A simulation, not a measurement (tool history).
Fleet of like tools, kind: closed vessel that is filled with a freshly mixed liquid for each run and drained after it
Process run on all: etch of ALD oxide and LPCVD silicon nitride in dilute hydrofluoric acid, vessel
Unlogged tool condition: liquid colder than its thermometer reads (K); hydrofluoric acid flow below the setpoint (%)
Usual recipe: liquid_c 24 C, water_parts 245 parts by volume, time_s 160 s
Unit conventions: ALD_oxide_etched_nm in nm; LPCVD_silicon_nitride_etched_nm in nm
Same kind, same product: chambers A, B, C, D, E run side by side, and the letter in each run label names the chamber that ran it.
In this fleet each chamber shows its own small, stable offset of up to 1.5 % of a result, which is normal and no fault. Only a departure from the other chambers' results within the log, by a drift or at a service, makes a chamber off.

run,hour,liquid_c,water_parts,time_s,hours since the thermometer was replaced,hours since the hydrofluoric acid flow meter was replaced,"read-back film thickness of the ALD oxide reference wafer, read on the same gauge (nm)","read-back film thickness of the LPCVD silicon nitride reference wafer, read on the same gauge (nm)",ALD_oxide_etched_nm,LPCVD_silicon_nitride_etched_nm
1E,6.8,24,245,160,387.1,408.7,50.019,89.971,18.319,0.34181
2A,15.5,24,245,160,2157.5,1285.3,50.024,89.981,18.123,0.42232
3C,25.1,24,245,160,1117.2,1257.8,50.018,90.017,18.289,0.37424
4D,30.9,24,245,160,1614.6,304.4,49.976,89.996,17.889,0.29342
5B,36.9,24,245,160,641.2,285.5,49.999,90.025,17.968,0.3678
6E,42.9,24,245,160,423.2,444.8,49.999,89.984,17.881,0.33869
7A,55.5,24,245,160,2197.5,1325.3,50.019,90.006,18.138,0.34758
8C,67.1,24,360,75,1159.2,1299.8,49.971,90.007,5.1826,0.11054
9D,76.9,24,360,75,1660.6,350.4,49.961,89.978,5.1388,0.11666
10B,83.5,24,360,75,687.8,332.1,50.015,90.011,5.1411,0.10758
11E,92.3,24,360,75,472.6,494.2,49.973,90,5.2851,0.097179
12D,100.3,24,360,75,1684,373.8,49.989,90.022,5.1058,0.11669
13C,109.3,24,320,160,1201.4,1342,50.01,90.026,12.974,0.25796
14A,116,24,320,160,2258,1385.8,50.013,90.01,12.839,0.31573
# hour 120.4: chamber D: hydrofluoric acid flow meter replaced
15B,122.2,24,320,160,726.5,370.8,49.977,89.978,12.618,0.24796
# hour 130: chamber A: thermometer replaced
16E,134.5,24,320,160,514.8,536.4,49.98,90.008,12.624,0.26117
17C,144.8,24,320,160,1236.9,1377.5,50.007,90.032,12.802,0.26824
18A,151.9,24,245,160,21.9,1421.7,49.986,90.029,17.874,0.35357
19B,160.2,24,245,160,764.5,408.8,49.974,89.986,18.238,0.37297
20D,172.4,24,245,160,1756.1,52.1,49.967,89.994,17.812,0.37375
21C,184.9,24,245,160,1277,1417.6,49.961,90.051,17.737,0.33897
22A,196.3,24,245,160,66.3,1466.1,49.98,89.985,17.902,0.3526
23E,207.5,24,245,160,587.8,609.4,49.99,90.012,18.122,0.33904
24D,218.8,24,245,160,1802.5,98.5,50.004,90.014,17.774,0.37744
25B,231.5,24,245,160,835.8,480.1,49.996,89.947,18.248,0.32746
26D,244.1,24,245,160,1827.8,123.8,49.986,89.962,18.002,0.33118
27E,251.4,24,245,160,631.7,653.3,50.027,89.972,18.095,0.39563
28C,258.7,24,245,160,1350.8,1491.4,49.956,89.974,17.313,0.2927
29A,268.2,24,245,105,138.2,1538,49.982,89.999,11.71,0.2387
30B,275.3,24,245,105,879.6,523.9,49.983,89.987,11.955,0.22088
31C,283.9,24,245,105,1376,1516.6,50.017,89.957,11.175,0.21584
32E,297,24,245,105,677.3,698.9,50.014,90.023,11.757,0.21993
33A,303.3,24,245,105,173.3,1573.1,49.987,89.985,11.805,0.19335
34D,313.9,24,245,160,1897.6,193.6,49.984,90.01,18.143,0.29664
# hour 315: chamber E: hydrofluoric acid flow meter replaced
35B,323.4,27,210,160,927.7,572,49.987,90.007,24.189,0.49205
36A,329.9,27,210,160,199.9,1599.7,50.014,89.966,24.569,0.47651
37E,342.5,27,210,160,722.8,27.6,50.016,89.995,24.402,0.47801

Next, all 5 chambers run the settings below, one line each with question marks for the results. What does each chamber give?
38A,351.9,20.5,245,160,,,,,?,?
38B,351.9,20.5,245,160,,,,,?,?
38C,351.9,20.5,245,160,,,,,?,?
38D,351.9,20.5,245,160,,,,,?,?
38E,351.9,20.5,245,160,,,,,?,?

run,ALD_oxide_etched_nm,LPCVD_silicon_nitride_etched_nm
38A,15.986,0.29303
38B,15.927,0.26346
38C,14.529,0.24252
38D,15.768,0.26978
38E,16.212,0.26808

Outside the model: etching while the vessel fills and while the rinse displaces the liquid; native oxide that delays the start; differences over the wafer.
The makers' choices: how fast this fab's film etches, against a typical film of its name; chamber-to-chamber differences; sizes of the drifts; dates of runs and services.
